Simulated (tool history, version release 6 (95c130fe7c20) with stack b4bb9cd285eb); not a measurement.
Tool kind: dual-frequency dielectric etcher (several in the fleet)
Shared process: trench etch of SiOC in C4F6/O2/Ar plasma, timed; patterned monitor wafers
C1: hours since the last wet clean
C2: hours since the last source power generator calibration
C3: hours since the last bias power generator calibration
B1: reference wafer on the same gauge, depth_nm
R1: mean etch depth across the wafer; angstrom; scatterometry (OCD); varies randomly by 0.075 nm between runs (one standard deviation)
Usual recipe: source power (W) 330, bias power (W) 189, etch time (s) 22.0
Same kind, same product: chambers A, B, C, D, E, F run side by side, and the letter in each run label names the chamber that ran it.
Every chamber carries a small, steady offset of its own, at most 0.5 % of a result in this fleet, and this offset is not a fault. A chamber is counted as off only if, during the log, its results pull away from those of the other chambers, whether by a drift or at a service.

Run 1D, hour 6.6: usual settings; C1 231.0; C2 1137.1; C3 1659.2; B1 44.190. Result: R1 430.17 angstrom.
Run 2B, hour 18.6: usual settings; C1 158.0; C2 4408.7; C3 625.6; B1 44.188. Result: R1 431.76 angstrom.
Run 3C, hour 28.7: usual settings; C1 371.7; C2 351.9; C3 255.4; B1 44.182. Result: R1 431.60 angstrom.
At hour 41.0: chamber B: source power generator calibrated.
Run 4E, hour 43.1: usual settings; C1 167.2; C2 1316.7; C3 2399.3; B1 44.196. Result: R1 432.06 angstrom.
Run 5A, hour 50.9: usual settings but source power (W) 400; C1 372.6; C2 1652.8; C3 154.6; B1 44.159. Result: R1 465.60 angstrom.
Run 6F, hour 64.9: usual settings but source power (W) 400; C1 358.2; C2 952.0; C3 3697.0; B1 44.147. Result: R1 463.33 angstrom.
Run 7C, hour 78.1: usual settings but source power (W) 400; C1 421.1; C2 401.3; C3 304.8; B1 44.125. Result: R1 464.76 angstrom.
Run 8F, hour 87.9: usual settings but source power (W) 400; C1 381.2; C2 975.0; C3 3720.0; B1 44.137. Result: R1 462.08 angstrom.
Run 9D, hour 97.5: usual settings but source power (W) 400; C1 321.9; C2 1228.0; C3 1750.1; B1 44.159. Result: R1 462.48 angstrom.
Run 10E, hour 111.6: usual settings but source power (W) 400; C1 235.7; C2 1385.2; C3 2467.8; B1 44.122. Result: R1 464.43 angstrom.
Run 11A, hour 121.0: usual settings; C1 442.7; C2 1722.9; C3 224.7; B1 44.114. Result: R1 432.03 angstrom.
Run 12B, hour 128.4: usual settings; C1 267.8; C2 87.4; C3 735.4; B1 44.097. Result: R1 431.96 angstrom.
Run 13F, hour 136.3: usual settings; C1 429.6; C2 1023.4; C3 3768.4; B1 44.105. Result: R1 427.04 angstrom.
Run 14A, hour 145.9: usual settings; C1 467.6; C2 1747.8; C3 249.6; B1 44.091. Result: R1 430.34 angstrom.
At hour 148.9: chamber A: wet clean of the chamber.
Run 15E, hour 156.9: usual settings; C1 281.0; C2 1430.5; C3 2513.1; B1 44.069. Result: R1 431.30 angstrom.
Run 16B, hour 165.4: usual settings; C1 304.8; C2 124.4; C3 772.4; B1 44.112. Result: R1 432.07 angstrom.
Run 17D, hour 177.9: usual settings; C1 402.3; C2 1308.4; C3 1830.5; B1 44.082. Result: R1 428.45 angstrom.
Run 18C, hour 184.5: usual settings; C1 527.5; C2 507.7; C3 411.2; B1 44.088. Result: R1 429.40 angstrom.
At hour 187.4: chamber F: wet clean of the chamber.
Run 19C, hour 196.8: usual settings; C1 539.8; C2 520.0; C3 423.5; B1 44.050. Result: R1 430.32 angstrom.
At hour 208.0: chamber D: wet clean of the chamber.
Run 20D, hour 211.6: usual settings; C1 3.6; C2 1342.1; C3 1864.2; B1 44.063. Result: R1 427.45 angstrom.
Run 21A, hour 218.5: usual settings; C1 69.6; C2 1820.4; C3 322.2; B1 44.065. Result: R1 430.26 angstrom.
Run 22F, hour 232.9: usual settings; C1 45.6; C2 1120.0; C3 3865.0; B1 44.044. Result: R1 428.32 angstrom.
Run 23E, hour 244.6: usual settings but etch time (s) 27.5; C1 368.7; C2 1518.2; C3 2600.8; B1 44.048. Result: R1 537.50 angstrom.
Run 24B, hour 258.3: usual settings but etch time (s) 27.5; C1 397.7; C2 217.3; C3 865.3; B1 44.040. Result: R1 538.34 angstrom.
Run 25E, hour 269.6: usual settings but etch time (s) 27.5; C1 393.7; C2 1543.2; C3 2625.8; B1 44.003. Result: R1 538.98 angstrom.
At hour 281.5: chamber E: wet clean of the chamber.
Run 26D, hour 282.8: usual settings but etch time (s) 27.5; C1 74.8; C2 1413.3; C3 1935.4; B1 43.991. Result: R1 535.13 angstrom.
Run 27A, hour 289.2: usual settings but etch time (s) 27.5; C1 140.3; C2 1891.1; C3 392.9; B1 43.988. Result: R1 538.07 angstrom.
Run 28B, hour 303.0: usual settings but etch time (s) 27.5; C1 442.4; C2 262.0; C3 910.0; B1 44.012. Result: R1 539.22 angstrom.
Run 29F, hour 313.2: usual settings; C1 125.9; C2 1200.3; C3 3945.3; B1 43.987. Result: R1 426.85 angstrom.
At hour 321.1: chamber C: wet clean of the chamber.
Run 30C, hour 321.3: usual settings but source power (W) 280, etch time (s) 26.5; C1 0.3; C2 644.5; C3 548.0; B1 43.982. Result: R1 485.00 angstrom.
Run 31F, hour 327.9: usual settings but source power (W) 280, etch time (s) 26.5; C1 140.6; C2 1215.0; C3 3960.0; B1 43.981. Result: R1 483.81 angstrom.
Run 32C, hour 334.6: usual settings but source power (W) 280, etch time (s) 26.5; C1 13.6; C2 657.8; C3 561.3; B1 43.980. Result: R1 485.17 angstrom.
At hour 336.9: chamber B: wet clean of the chamber.
Run 33A, hour 341.5: usual settings but source power (W) 280, etch time (s) 26.5; C1 192.6; C2 1943.4; C3 445.2; B1 43.981. Result: R1 485.75 angstrom.
Run 34E, hour 356.1: usual settings but source power (W) 280, etch time (s) 26.5; C1 74.6; C2 1629.7; C3 2712.3; B1 43.977. Result: R1 485.20 angstrom.
Run 35B, hour 370.5: usual settings but source power (W) 280, etch time (s) 26.5; C1 33.7; C2 329.5; C3 977.5; B1 43.959. Result: R1 483.70 angstrom.
Run 36D, hour 378.3: usual settings; C1 170.3; C2 1508.8; C3 2030.9; B1 43.938. Result: R1 427.84 angstrom.
Run 37B, hour 392.8: usual settings but source power (W) 360, etch time (s) 26.5; C1 56.0; C2 351.8; C3 999.8; B1 43.943. Result: R1 536.59 angstrom.
At hour 402.8: chamber E: source power generator calibrated.
Run 38F, hour 405.3: usual settings but source power (W) 360, etch time (s) 26.5; C1 218.0; C2 1292.4; C3 4037.4; B1 43.937. Result: R1 530.91 angstrom.
Run 39E, hour 415.0: usual settings but source power (W) 360, etch time (s) 26.5; C1 133.5; C2 12.3; C3 2771.2; B1 43.950. Result: R1 533.88 angstrom.
Run 40D, hour 425.5: usual settings but source power (W) 360, etch time (s) 26.5; C1 217.5; C2 1556.0; C3 2078.1; B1 43.916. Result: R1 531.20 angstrom.
Run 41A, hour 439.4: usual settings but source power (W) 360, etch time (s) 26.5; C1 290.5; C2 2041.3; C3 543.1; B1 43.892. Result: R1 534.57 angstrom.
Run 42C, hour 449.4: usual settings but source power (W) 360, etch time (s) 26.5; C1 128.4; C2 772.6; C3 676.1; B1 43.913. Result: R1 534.62 angstrom.
Run 43E, hour 461.8: usual settings; C1 180.3; C2 59.1; C3 2818.0; B1 43.900. Result: R1 427.57 angstrom.

The same settings go to every chamber for the next run, one line per chamber below. Forecast the results for each:
Run 44A, hour 472.4: usual settings but bias power (W) 211. Result: R1 ?.
Run 44B, hour 472.4: usual settings but bias power (W) 211. Result: R1 ?.
Run 44C, hour 472.4: usual settings but bias power (W) 211. Result: R1 ?.
Run 44D, hour 472.4: usual settings but bias power (W) 211. Result: R1 ?.
Run 44E, hour 472.4: usual settings but bias power (W) 211. Result: R1 ?.
Run 44F, hour 472.4: usual settings but bias power (W) 211. Result: R1 ?.

run      R1
44A  445.38
44B  446.00
44C  443.97
44D  443.23
44E  445.14
44F  443.87
